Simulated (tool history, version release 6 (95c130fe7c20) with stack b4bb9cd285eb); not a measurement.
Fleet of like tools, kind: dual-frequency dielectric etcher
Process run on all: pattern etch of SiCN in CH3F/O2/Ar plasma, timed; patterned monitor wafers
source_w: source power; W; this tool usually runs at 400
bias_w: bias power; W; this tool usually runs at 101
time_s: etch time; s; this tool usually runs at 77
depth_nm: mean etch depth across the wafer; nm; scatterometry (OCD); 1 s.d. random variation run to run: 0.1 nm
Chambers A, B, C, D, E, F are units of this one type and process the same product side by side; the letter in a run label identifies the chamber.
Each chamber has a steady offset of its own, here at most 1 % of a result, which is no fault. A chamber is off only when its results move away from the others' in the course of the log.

run,day,source_w,bias_w,time_s,hours since the last wet clean,hours since the last source power generator calibration,hours since the last bias power generator calibration,"read-back reference wafer on the same gauge, depth_nm",depth_nm
1C,0.312,400,101,77,521.7,94.4,1281.6,34.200,33.033
# day 0.904: chamber C: wet clean of the chamber
2D,0.917,400,101,77,278.4,1646.3,1664.5,34.202,32.572
3A,1.346,400,101,77,223.8,1562.2,2197.4,34.185,32.684
4E,1.779,400,101,77,73.6,2503.3,1779.2,34.199,32.901
5F,2.362,400,101,77,398.8,1255.3,1303.1,34.176,32.383
6B,2.725,400,101,77,203.4,869.9,4061.9,34.236,32.502
7E,3.104,400,101,77,105.4,2535.1,1811.0,34.183,32.717
8B,3.667,400,101,77,226.0,892.5,4084.5,34.206,32.681
9C,4.258,400,101,77,80.6,189.1,1376.3,34.178,32.787
10F,4.796,400,101,77,457.2,1313.7,1361.5,34.201,32.344
11D,5.188,340,85,77,380.9,1748.8,1767.0,34.216,28.644
12A,5.683,340,85,77,327.9,1666.3,2301.5,34.218,28.993
13A,6.308,340,85,77,342.9,1681.3,2316.5,34.196,28.964
14D,6.938,340,85,77,422.9,1790.8,1809.0,34.189,28.706
15B,7.383,340,85,77,315.2,981.7,4173.7,34.184,28.983
16F,7.712,340,85,77,527.2,1383.7,1431.5,34.184,28.650
17E,8.129,400,101,77,226.0,2655.7,1931.6,34.211,32.744
18C,8.421,400,101,77,180.5,289.0,1476.2,34.198,32.829
19A,8.838,400,101,77,403.6,1742.0,2377.2,34.173,32.911
20E,9.288,400,101,77,253.8,2683.5,1959.4,34.202,32.843
# day 9.354: chamber F: bias power generator calibrated
21B,9.750,400,101,77,372.0,1038.5,4230.5,34.179,32.918
# day 10.096: chamber F: wet clean of the chamber
22C,10.283,400,101,77,225.2,333.7,1520.9,34.217,32.674
# day 10.442: chamber C: bias power generator calibrated
23F,10.746,400,101,77,15.6,1456.5,33.5,34.196,32.324
24D,11.362,400,101,77,529.1,1897.0,1915.2,34.204,32.657
# day 11.479: chamber A: wet clean of the chamber
25C,11.862,400,101,77,263.1,371.6,34.2,34.198,32.817
26B,12.217,370,93,77,431.2,1097.7,4289.7,34.191,31.158
27D,12.500,370,93,77,556.4,1924.3,1942.5,34.202,30.542
28F,13.104,370,93,77,72.2,1513.1,90.1,34.191,30.419
29E,13.454,370,93,77,353.8,2783.5,2059.4,34.189,30.660
30A,13.958,370,93,77,59.5,1864.9,2500.1,34.193,30.997
31E,14.562,370,93,77,380.4,2810.1,2086.0,34.190,30.823
# day 14.588: chamber B: bias power generator calibrated
# day 14.662: chamber D: wet clean of the chamber
32C,14.954,400,101,77,337.3,445.8,108.4,34.195,32.658
33F,15.354,400,101,77,126.2,1567.1,144.1,34.194,32.623
34D,15.929,350,90,77,30.4,2006.6,2024.8,34.184,29.744
35B,16.512,350,90,77,534.3,1200.8,46.3,34.213,30.266
# day 16.729: chamber E: wet clean of the chamber
36A,16.871,350,90,77,129.4,1934.8,2570.0,34.187,30.015
37E,17.242,350,90,77,12.3,2874.4,2150.3,34.218,29.798
38D,17.533,350,90,77,68.9,2045.1,2063.3,34.213,29.669
39B,18.071,350,90,77,571.7,1238.2,83.7,34.182,30.184
40C,18.646,400,101,77,425.9,534.4,197.0,34.210,32.849
41A,19.112,400,101,77,183.2,1988.6,2623.8,34.198,32.770
42F,19.562,400,101,77,227.2,1668.1,245.1,34.206,32.370
43B,20.204,400,101,77,622.9,1289.4,134.9,34.180,33.357

Read the log: is a single chamber off, either drifting away or since a service, is the gauge that measures every chamber drifting, or is nothing wrong beyond small per-chamber offsets? Name any odd chamber and what most likely caused it.

Little by little, chamber B moves away from the other chambers.
Most likely cause: etch rate over this chamber's usual, % = 2.12.
The log might look much the same if the cause were instead: source power that arrives over what is set, %.

Which of the 4 candidates below, each the usual settings with something changed and its results left as question marks, puts chamber B back in line with what the other chambers give on the usual settings?
In-line tolerance around the mean of the other chambers on the usual settings: depth_nm 0.360 nm
44B-1,20.667,400,101,80.0,,,,,?
44B-2,20.667,400,106,77.0,,,,,?
44B-3,20.667,400,101,75.5,,,,,?
44B-4,20.667,400,90,77.0,,,,,?

Average result of the remaining chambers running the usual settings: depth_nm 32.670 nm
run,depth_nm
44B-1,34.670
44B-2,33.989
44B-3,32.720
44B-4,31.957
Change 44B-3 lands the chamber within the allowed miss of the other chambers.

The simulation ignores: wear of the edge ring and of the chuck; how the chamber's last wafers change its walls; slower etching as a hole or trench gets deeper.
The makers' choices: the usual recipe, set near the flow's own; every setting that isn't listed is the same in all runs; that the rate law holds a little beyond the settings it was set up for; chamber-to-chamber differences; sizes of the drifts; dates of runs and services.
